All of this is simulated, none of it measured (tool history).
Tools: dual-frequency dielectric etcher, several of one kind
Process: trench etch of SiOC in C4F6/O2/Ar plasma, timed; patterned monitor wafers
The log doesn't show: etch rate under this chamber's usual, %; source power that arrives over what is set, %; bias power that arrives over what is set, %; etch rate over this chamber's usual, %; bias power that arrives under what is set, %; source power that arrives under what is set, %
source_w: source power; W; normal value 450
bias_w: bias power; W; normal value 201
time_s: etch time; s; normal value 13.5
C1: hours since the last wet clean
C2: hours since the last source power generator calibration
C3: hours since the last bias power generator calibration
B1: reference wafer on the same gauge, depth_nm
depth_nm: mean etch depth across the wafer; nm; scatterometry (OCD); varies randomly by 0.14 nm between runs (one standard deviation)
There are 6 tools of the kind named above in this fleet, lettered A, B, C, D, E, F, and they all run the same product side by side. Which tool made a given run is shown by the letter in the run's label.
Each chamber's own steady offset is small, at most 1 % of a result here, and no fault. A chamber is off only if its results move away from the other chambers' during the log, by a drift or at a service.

Run 1F, day 0.192: usual settings; C1 411.3; C2 3802.5; C3 2151.5; B1 32.186. Result: depth_nm 30.202 nm.
Run 2E, day 0.471: usual settings; C1 352.9; C2 1727.3; C3 687; B1 32.174. Result: depth_nm 30.556 nm.
Run 3C, day 0.8: usual settings; C1 179.9; C2 290.9; C3 1452.3; B1 32.198. Result: depth_nm 30.377 nm.
Run 4A, day 1.054: usual settings; C1 311.2; C2 649.1; C3 3822.7; B1 32.225. Result: depth_nm 30.094 nm.
Run 5B, day 1.317: usual settings; C1 215.5; C2 2270.9; C3 1007.9; B1 32.194. Result: depth_nm 30.28 nm.
Run 6D, day 1.546: usual settings; C1 145.9; C2 1981.5; C3 356.2; B1 32.194. Result: depth_nm 30.456 nm.
Run 7D, day 1.862: usual settings but time_s 16.5 s; C1 153.5; C2 1989.1; C3 363.8; B1 32.194. Result: depth_nm 37.232 nm.
Run 8A, day 2.254: usual settings but time_s 16.5 s; C1 340; C2 677.9; C3 3851.5; B1 32.167. Result: depth_nm 36.652 nm.
Run 9C, day 2.458: usual settings but time_s 16.5 s; C1 219.7; C2 330.7; C3 1492.1; B1 32.163. Result: depth_nm 37.058 nm.
Run 10F, day 2.65: usual settings but time_s 16.5 s; C1 470.3; C2 3861.5; C3 2210.5; B1 32.185. Result: depth_nm 36.942 nm.
Run 11B, day 2.996: usual settings but time_s 16.5 s; C1 255.8; C2 2311.2; C3 1048.2; B1 32.199. Result: depth_nm 37.126 nm.
At day 3.375: chamber E: wet clean of the chamber.
Run 12E, day 3.404: usual settings but time_s 16.5 s; C1 0.7; C2 1797.7; C3 757.4; B1 32.202. Result: depth_nm 37.393 nm.
At day 3.596: chamber C: bias power generator calibrated.
Run 13E, day 3.608: usual settings; C1 5.6; C2 1802.6; C3 762.3; B1 32.235. Result: depth_nm 30.314 nm.
Run 14B, day 3.817: usual settings; C1 275.5; C2 2330.9; C3 1067.9; B1 32.226. Result: depth_nm 30.263 nm.
Run 15C, day 4.071: usual settings; C1 258.4; C2 369.4; C3 11.5; B1 32.174. Result: depth_nm 30.705 nm.
Run 16D, day 4.288: usual settings; C1 211.7; C2 2047.3; C3 422; B1 32.216. Result: depth_nm 30.048 nm.
Run 17A, day 4.712: usual settings; C1 399; C2 736.9; C3 3910.5; B1 32.239. Result: depth_nm 29.834 nm.
Run 18F, day 5.121: usual settings; C1 529.6; C2 3920.8; C3 2269.8; B1 32.188. Result: depth_nm 30.237 nm.
At day 5.142: chamber F: wet clean of the chamber.
Run 19F, day 5.417: usual settings; C1 6.7; C2 3927.9; C3 2276.9; B1 32.186. Result: depth_nm 30.293 nm.
Run 20A, day 5.825: usual settings; C1 425.7; C2 763.6; C3 3937.2; B1 32.232. Result: depth_nm 30.066 nm.
Run 21C, day 6.162: usual settings but source_w 480 W; C1 308.6; C2 419.6; C3 61.7; B1 32.162. Result: depth_nm 31.167 nm.
Run 22E, day 6.421: usual settings but source_w 480 W; C1 73.1; C2 1870.1; C3 829.8; B1 32.19. Result: depth_nm 31.385 nm.
Run 23B, day 6.679: usual settings but source_w 480 W; C1 344.2; C2 2399.6; C3 1136.6; B1 32.189. Result: depth_nm 31.195 nm.
Run 24D, day 6.875: usual settings but source_w 480 W; C1 273.8; C2 2109.4; C3 484.1; B1 32.216. Result: depth_nm 31.296 nm.
Run 25C, day 7.3: usual settings but source_w 480 W; C1 335.9; C2 446.9; C3 89; B1 32.169. Result: depth_nm 31.315 nm.
Run 26A, day 7.596: usual settings but source_w 480 W; C1 468.2; C2 806.1; C3 3979.7; B1 32.236. Result: depth_nm 30.924 nm.
At day 7.738: chamber A: wet clean of the chamber.
Run 27B, day 7.975: usual settings but source_w 350 W, bias_w 240 W; C1 375.3; C2 2430.7; C3 1167.7; B1 32.176. Result: depth_nm 29.079 nm.
Run 28D, day 8.271: usual settings but source_w 350 W, bias_w 240 W; C1 307.3; C2 2142.9; C3 517.6; B1 32.186. Result: depth_nm 29.162 nm.
At day 8.362: chamber B: wet clean of the chamber.
Run 29F, day 8.683: usual settings but source_w 350 W, bias_w 240 W; C1 85.1; C2 4006.3; C3 2355.3; B1 32.176. Result: depth_nm 28.921 nm.
Run 30E, day 8.917: usual settings but source_w 350 W, bias_w 240 W; C1 133; C2 1930; C3 889.7; B1 32.153. Result: depth_nm 29.389 nm.
Run 31C, day 9.117: usual settings but source_w 350 W, bias_w 240 W; C1 379.5; C2 490.5; C3 132.6; B1 32.157. Result: depth_nm 29.305 nm.
Run 32F, day 9.446: usual settings but source_w 350 W, bias_w 240 W; C1 103.4; C2 4024.6; C3 2373.6; B1 32.222. Result: depth_nm 28.762 nm.
Run 33D, day 9.783: usual settings but source_w 490 W, bias_w 162 W; C1 343.6; C2 2179.2; C3 553.9; B1 32.161. Result: depth_nm 29.344 nm.
Run 34E, day 9.983: usual settings but source_w 490 W, bias_w 162 W; C1 158.6; C2 1955.6; C3 915.3; B1 32.195. Result: depth_nm 29.698 nm.
Run 35A, day 10.204: usual settings but source_w 490 W, bias_w 162 W; C1 59.3; C2 868.7; C3 4042.3; B1 32.186. Result: depth_nm 28.984 nm.
Run 36B, day 10.458: usual settings but source_w 490 W, bias_w 162 W; C1 50.3; C2 2490.3; C3 1227.3; B1 32.204. Result: depth_nm 29.029 nm.

Each of the 6 chambers runs these same settings next. Fill in every chamber's results:
Run 37A, day 10.775: usual settings. Result: depth_nm ?.
Run 37B, day 10.775: usual settings. Result: depth_nm ?.
Run 37C, day 10.775: usual settings. Result: depth_nm ?.
Run 37D, day 10.775: usual settings. Result: depth_nm ?.
Run 37E, day 10.775: usual settings. Result: depth_nm ?.
Run 37F, day 10.775: usual settings. Result: depth_nm ?.

run  depth_nm
37A    30.144
37B    30.113
37C     30.52
37D    30.503
37E     30.43
37F    30.327

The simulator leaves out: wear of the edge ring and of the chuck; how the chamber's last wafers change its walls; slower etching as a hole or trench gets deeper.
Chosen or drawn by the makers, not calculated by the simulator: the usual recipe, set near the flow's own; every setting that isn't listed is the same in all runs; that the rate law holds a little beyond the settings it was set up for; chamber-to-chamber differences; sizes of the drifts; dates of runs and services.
